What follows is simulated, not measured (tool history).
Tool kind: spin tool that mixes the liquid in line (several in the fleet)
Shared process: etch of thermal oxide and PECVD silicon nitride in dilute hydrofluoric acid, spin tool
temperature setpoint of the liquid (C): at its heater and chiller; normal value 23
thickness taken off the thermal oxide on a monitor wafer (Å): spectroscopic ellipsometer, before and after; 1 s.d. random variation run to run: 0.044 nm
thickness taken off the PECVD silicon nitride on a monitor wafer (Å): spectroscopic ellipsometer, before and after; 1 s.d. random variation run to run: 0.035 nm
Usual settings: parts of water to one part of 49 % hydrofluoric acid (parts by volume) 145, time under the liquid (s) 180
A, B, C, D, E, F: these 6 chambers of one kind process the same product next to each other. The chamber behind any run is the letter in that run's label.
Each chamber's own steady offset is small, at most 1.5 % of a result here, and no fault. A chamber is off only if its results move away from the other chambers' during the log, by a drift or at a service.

| run | hour | temperature setpoint of the liquid (C) | parts of water to one part of 49 % hydrofluoric acid (parts by volume) | time under the liquid (s) | hours since the thermometer was replaced | hours since the hydrofluoric acid flow meter was replaced | read-back film thickness of the thermal oxide reference wafer, read on the same gauge (nm) | read-back film thickness of the PECVD silicon nitride reference wafer, read on the same gauge (nm) | thickness taken off the thermal oxide on a monitor wafer (Å) | thickness taken off the PECVD silicon nitride on a monitor wafer (Å) |
|---|---|---|---|---|---|---|---|---|---|---|
| 1D | 8.9 | 23 | 145 | 180 | 226.1 | 917.8 | 150.02 | 79.974 | 52.237 | 32.06 |
| 2A | 17 | 23 | 145 | 180 | 1481.5 | 180.2 | 150.01 | 79.994 | 51.673 | 32.05 |
| 3C | 23.3 | 23 | 145 | 180 | 1360.9 | 736.8 | 149.96 | 79.963 | 52.177 | 32.139 |
| 4E | 30.1 | 23 | 145 | 180 | 2217 | 1969.2 | 150 | 79.96 | 52.925 | 32.284 |
| 5B | 36.4 | 23 | 145 | 180 | 315 | 1039 | 150.04 | 80.005 | 51.477 | 31.949 |
| 6F | 41.3 | 23 | 145 | 105 | 1146.1 | 862.3 | 149.99 | 79.988 | 30.448 | 18.807 |
| 7E | 46.1 | 23 | 145 | 105 | 2233 | 1985.2 | 150.01 | 79.97 | 30.744 | 18.903 |
| 8D | 50.7 | 23 | 145 | 105 | 267.9 | 959.6 | 150.02 | 79.971 | 30.636 | 18.925 |
| 9F | 55.9 | 23 | 145 | 105 | 1160.7 | 876.9 | 149.99 | 80.002 | 30.32 | 18.482 |
| 10B | 60.8 | 23 | 145 | 105 | 339.4 | 1063.4 | 149.95 | 79.972 | 30.731 | 18.518 |
| 11C | 66 | 23 | 145 | 105 | 1403.6 | 779.5 | 149.99 | 79.968 | 30.325 | 18.771 |
| 12A | 71.8 | 23 | 145 | 180 | 1536.3 | 235 | 149.98 | 80.003 | 52.256 | 31.753 |
| 13D | 78.5 | 23 | 145 | 180 | 295.7 | 987.4 | 149.98 | 79.98 | 52.092 | 32.556 |
| 14B | 85.9 | 23 | 145 | 180 | 364.5 | 1088.5 | 150.02 | 79.999 | 52.794 | 31.83 |
| 15C | 90.9 | 23 | 145 | 180 | 1428.5 | 804.4 | 149.98 | 79.984 | 52.484 | 32.165 |
| 16A | 97.8 | 23 | 145 | 180 | 1562.3 | 261 | 149.94 | 80.033 | 51.953 | 32.602 |
| 17F | 103.3 | 23 | 145 | 180 | 1208.1 | 924.3 | 150.01 | 79.987 | 51.287 | 32.307 |
| 18E | 109.5 | 27 | 110 | 180 | 2296.4 | 2048.6 | 149.99 | 79.978 | 84.402 | 54.16 |
| 19A | 115.6 | 27 | 110 | 180 | 1580.1 | 278.8 | 150 | 80.037 | 83.68 | 55.119 |
| 20F | 121.4 | 27 | 110 | 180 | 1226.2 | 942.4 | 150.06 | 80.008 | 83.121 | 56.35 |
| 21D | 129.9 | 27 | 110 | 180 | 347.1 | 1038.8 | 149.99 | 80.005 | 84.4 | 54.346 |
| 22C | 135.9 | 27 | 110 | 180 | 1473.5 | 849.4 | 149.99 | 80.002 | 84.145 | 54.033 |
| 23B | 145.1 | 27 | 110 | 180 | 423.7 | 1147.7 | 149.97 | 80.027 | 84.301 | 54.307 |
| 24E | 153.7 | 23 | 145 | 180 | 2340.6 | 2092.8 | 150.01 | 79.996 | 51.669 | 31.5 |
| 25A | 159.2 | 23 | 145 | 180 | 1623.7 | 322.4 | 149.98 | 79.976 | 51.625 | 31.684 |
| 26D | 166.3 | 23 | 145 | 180 | 383.5 | 1075.2 | 149.97 | 79.978 | 52.409 | 32.361 |
|  | 169.1 | chamber D: hydrofluoric acid flow meter replaced |
| 27F | 173.7 | 23 | 145 | 180 | 1278.5 | 994.7 | 149.99 | 80.005 | 52.226 | 32.848 |
| 28E | 177.9 | 23 | 145 | 180 | 2364.8 | 2117 | 150.02 | 80.004 | 52.323 | 31.804 |
| 29C | 183.2 | 23 | 145 | 180 | 1520.8 | 896.7 | 150.04 | 79.984 | 53.138 | 31.959 |
| 30B | 189.3 | 23 | 90 | 255 | 467.9 | 1191.9 | 149.96 | 79.961 | 127.92 | 72.529 |
| 31A | 197 | 23 | 90 | 255 | 1661.5 | 360.2 | 150 | 80.004 | 124.48 | 71.619 |
| 32C | 205.9 | 23 | 90 | 255 | 1543.5 | 919.4 | 149.98 | 80.023 | 128.15 | 73.179 |
|  | 208 | chamber B: hydrofluoric acid flow meter replaced |
| 33D | 211.7 | 23 | 90 | 255 | 428.9 | 42.7 | 149.97 | 80.025 | 126.09 | 73.881 |
| 34E | 219.9 | 23 | 90 | 255 | 2406.8 | 2159 | 149.99 | 80.011 | 130.9 | 73.096 |
| 35F | 228.3 | 23 | 90 | 255 | 1333.1 | 1049.3 | 150.01 | 79.991 | 128.7 | 74.681 |
| 36B | 235.4 | 21 | 145 | 180 | 514 | 27.5 | 150.02 | 80.027 | 47.59 | 28.17 |

Next, all 6 chambers run the settings below, one line each with question marks for the results. What does each chamber give?
| 37A | 242 | 23 | 145 | 180 |  |  |  |  | ? | ? |
| 37B | 242 | 23 | 145 | 180 |  |  |  |  | ? | ? |
| 37C | 242 | 23 | 145 | 180 |  |  |  |  | ? | ? |
| 37D | 242 | 23 | 145 | 180 |  |  |  |  | ? | ? |
| 37E | 242 | 23 | 145 | 180 |  |  |  |  | ? | ? |
| 37F | 242 | 23 | 145 | 180 |  |  |  |  | ? | ? |

| run | thickness taken off the thermal oxide on a monitor wafer (Å) | thickness taken off the PECVD silicon nitride on a monitor wafer (Å) |
|---|---|---|
| 37A | 51.677 | 32.648 |
| 37B | 52.743 | 32.047 |
| 37C | 52.772 | 32.519 |
| 37D | 52.243 | 32.698 |
| 37E | 52.078 | 32.547 |
| 37F | 52.49 | 32.621 |
